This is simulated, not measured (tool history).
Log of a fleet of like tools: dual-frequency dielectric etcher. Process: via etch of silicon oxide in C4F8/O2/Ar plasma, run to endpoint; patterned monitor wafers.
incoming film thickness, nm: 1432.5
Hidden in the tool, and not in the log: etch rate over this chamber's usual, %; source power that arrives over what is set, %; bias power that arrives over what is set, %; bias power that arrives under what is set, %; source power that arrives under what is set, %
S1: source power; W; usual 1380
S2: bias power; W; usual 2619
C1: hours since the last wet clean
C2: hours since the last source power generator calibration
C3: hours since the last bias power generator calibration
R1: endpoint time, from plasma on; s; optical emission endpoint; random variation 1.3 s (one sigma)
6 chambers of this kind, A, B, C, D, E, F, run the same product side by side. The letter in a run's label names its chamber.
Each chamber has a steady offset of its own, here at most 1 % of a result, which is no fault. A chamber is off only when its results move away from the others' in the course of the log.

Run 1F, day 0.546: usual settings; C1 507.0; C2 1227.9; C3 366.1. Result: R1 301.92 s.
Run 2A, day 0.850: usual settings; C1 449.9; C2 1628.3; C3 1394.9. Result: R1 302.89 s.
Run 3C, day 1.417: usual settings; C1 195.0; C2 1017.2; C3 2450.0. Result: R1 301.53 s.
Run 4B, day 1.721: usual settings; C1 180.9; C2 159.6; C3 741.7. Result: R1 302.52 s.
Run 5D, day 1.975: usual settings; C1 340.2; C2 2704.7; C3 334.2. Result: R1 304.09 s.
Run 6E, day 2.242: usual settings; C1 181.8; C2 644.9; C3 1097.0. Result: R1 305.76 s.
Run 7D, day 2.771: usual settings; C1 359.3; C2 2723.8; C3 353.3. Result: R1 304.11 s.
At day 2.883: chamber F: wet clean of the chamber.
Run 8B, day 3.333: usual settings; C1 219.6; C2 198.3; C3 780.4. Result: R1 301.58 s.
At day 3.650: chamber C: bias power generator calibrated.
Run 9F, day 3.688: usual settings; C1 19.4; C2 1303.3; C3 441.5. Result: R1 302.28 s.
At day 4.133: chamber A: wet clean of the chamber.
Run 10C, day 4.242: usual settings; C1 262.8; C2 1085.0; C3 14.2. Result: R1 303.34 s.
Run 11A, day 4.546: usual settings but S1 1280 W; C1 10.0; C2 1717.0; C3 1483.6. Result: R1 311.25 s.
Run 12E, day 5.029: usual settings but S1 1280 W; C1 248.7; C2 711.8; C3 1163.9. Result: R1 312.64 s.
Run 13F, day 5.358: usual settings but S1 1280 W; C1 59.5; C2 1343.4; C3 481.6. Result: R1 310.53 s.
Run 14B, day 5.892: usual settings but S1 1280 W; C1 281.0; C2 259.7; C3 841.8. Result: R1 308.68 s.
Run 15E, day 6.275: usual settings but S1 1280 W; C1 278.6; C2 741.7; C3 1193.8. Result: R1 313.72 s.
Run 16C, day 6.825: usual settings but S1 1280 W; C1 324.8; C2 1147.0; C3 76.2. Result: R1 308.48 s.
Run 17D, day 7.375: usual settings; C1 469.8; C2 2834.3; C3 463.8. Result: R1 304.54 s.
Run 18A, day 7.804: usual settings but S1 1620 W, S2 2211 W; C1 88.2; C2 1795.2; C3 1561.8. Result: R1 299.53 s.
Run 19C, day 8.192: usual settings but S1 1620 W, S2 2211 W; C1 357.6; C2 1179.8; C3 109.0. Result: R1 299.29 s.
Run 20D, day 8.496: usual settings but S1 1620 W, S2 2211 W; C1 496.7; C2 2861.2; C3 490.7. Result: R1 302.71 s.
Run 21A, day 8.883: usual settings but S1 1620 W, S2 2211 W; C1 114.1; C2 1821.1; C3 1587.7. Result: R1 301.47 s.
Run 22B, day 9.338: usual settings but S1 1620 W, S2 2211 W; C1 363.7; C2 342.4; C3 924.5. Result: R1 293.90 s.
At day 9.646: chamber D: source power generator calibrated.
At day 9.821: chamber D: wet clean of the chamber.
Run 23E, day 9.892: usual settings but S1 1620 W, S2 2211 W; C1 365.4; C2 828.5; C3 1280.6. Result: R1 301.53 s.
Run 24F, day 10.275: usual settings; C1 177.5; C2 1461.4; C3 599.6. Result: R1 302.56 s.
Run 25E, day 10.738: usual settings; C1 385.7; C2 848.8; C3 1300.9. Result: R1 304.09 s.
Run 26C, day 11.296: usual settings; C1 432.1; C2 1254.3; C3 183.5. Result: R1 303.29 s.
Run 27B, day 11.633: usual settings; C1 418.8; C2 397.5; C3 979.6. Result: R1 295.33 s.
Run 28D, day 11.933: usual settings; C1 50.7; C2 54.9; C3 573.2. Result: R1 303.56 s.
At day 11.942: chamber E: wet clean of the chamber.
Run 29A, day 12.238: usual settings but S2 2091 W; C1 194.6; C2 1901.6; C3 1668.2. Result: R1 324.45 s.
Run 30F, day 12.650: usual settings but S2 2091 W; C1 234.5; C2 1518.4; C3 656.6. Result: R1 323.28 s.
At day 12.779: chamber C: wet clean of the chamber.
Run 31B, day 12.938: usual settings but S2 2091 W; C1 450.1; C2 428.8; C3 1010.9. Result: R1 311.56 s.
Run 32F, day 13.375: usual settings but S2 2091 W; C1 251.9; C2 1535.8; C3 674.0. Result: R1 322.36 s.
Run 33A, day 13.842: usual settings but S2 2091 W; C1 233.1; C2 1940.1; C3 1706.7. Result: R1 324.45 s.
Run 34C, day 14.254: usual settings but S2 2091 W; C1 35.5; C2 1325.3; C3 254.5. Result: R1 319.68 s.
Run 35D, day 14.612: usual settings; C1 115.0; C2 119.2; C3 637.5. Result: R1 303.31 s.
Run 36E, day 15.004: usual settings; C1 73.5; C2 951.2; C3 1403.3. Result: R1 303.21 s.
Run 37D, day 15.312: usual settings but S2 2074 W; C1 131.8; C2 136.0; C3 654.3. Result: R1 326.42 s.
Run 38C, day 15.700: usual settings but S2 2074 W; C1 70.2; C2 1360.0; C3 289.2. Result: R1 323.92 s.
Run 39E, day 16.175: usual settings but S2 2074 W; C1 101.6; C2 979.3; C3 1431.4. Result: R1 324.90 s.
Run 40B, day 16.754: usual settings but S2 2074 W; C1 541.7; C2 520.4; C3 1102.5. Result: R1 310.55 s.
Run 41A, day 17.050: usual settings but S2 2074 W; C1 310.1; C2 2017.1; C3 1783.7. Result: R1 326.38 s.
Run 42F, day 17.392: usual settings but S2 2074 W; C1 348.3; C2 1632.2; C3 770.4. Result: R1 323.31 s.
Run 43B, day 17.733: usual settings; C1 565.2; C2 543.9; C3 1126.0. Result: R1 288.94 s.

What goes on in this fleet: one chamber off, a drifting gauge, or nothing beyond the chambers' own small offsets? Name the chamber and the cause, if any.

Chamber B drifts away from the others.
Cause: etch rate over this chamber's usual, % = 4.71.

Here are 4 candidates for chamber B's next run, each the usual settings with a change, their results left as question marks. Which one brings its results back in line with what the others give on the usual settings?
In line means no further than this from the other chambers' mean on the usual settings: R1 4.50 s
Run 44B-1, day 18.150: usual settings but S1 1210 W. Result: R1 ?.
Run 44B-2, day 18.150: usual settings but S1 1330 W, S2 2548 W. Result: R1 ?.
Run 44B-3, day 18.150: usual settings but S2 3033 W. Result: R1 ?.
Run 44B-4, day 18.150: usual settings but S1 1430 W, S2 2690 W. Result: R1 ?.

The other chambers' mean on the usual settings: R1 302.52 s
  run      R1
44B-1  303.51
44B-2  294.82
44B-3  275.18
44B-4  281.71
44B-1 brings the chamber back in line.
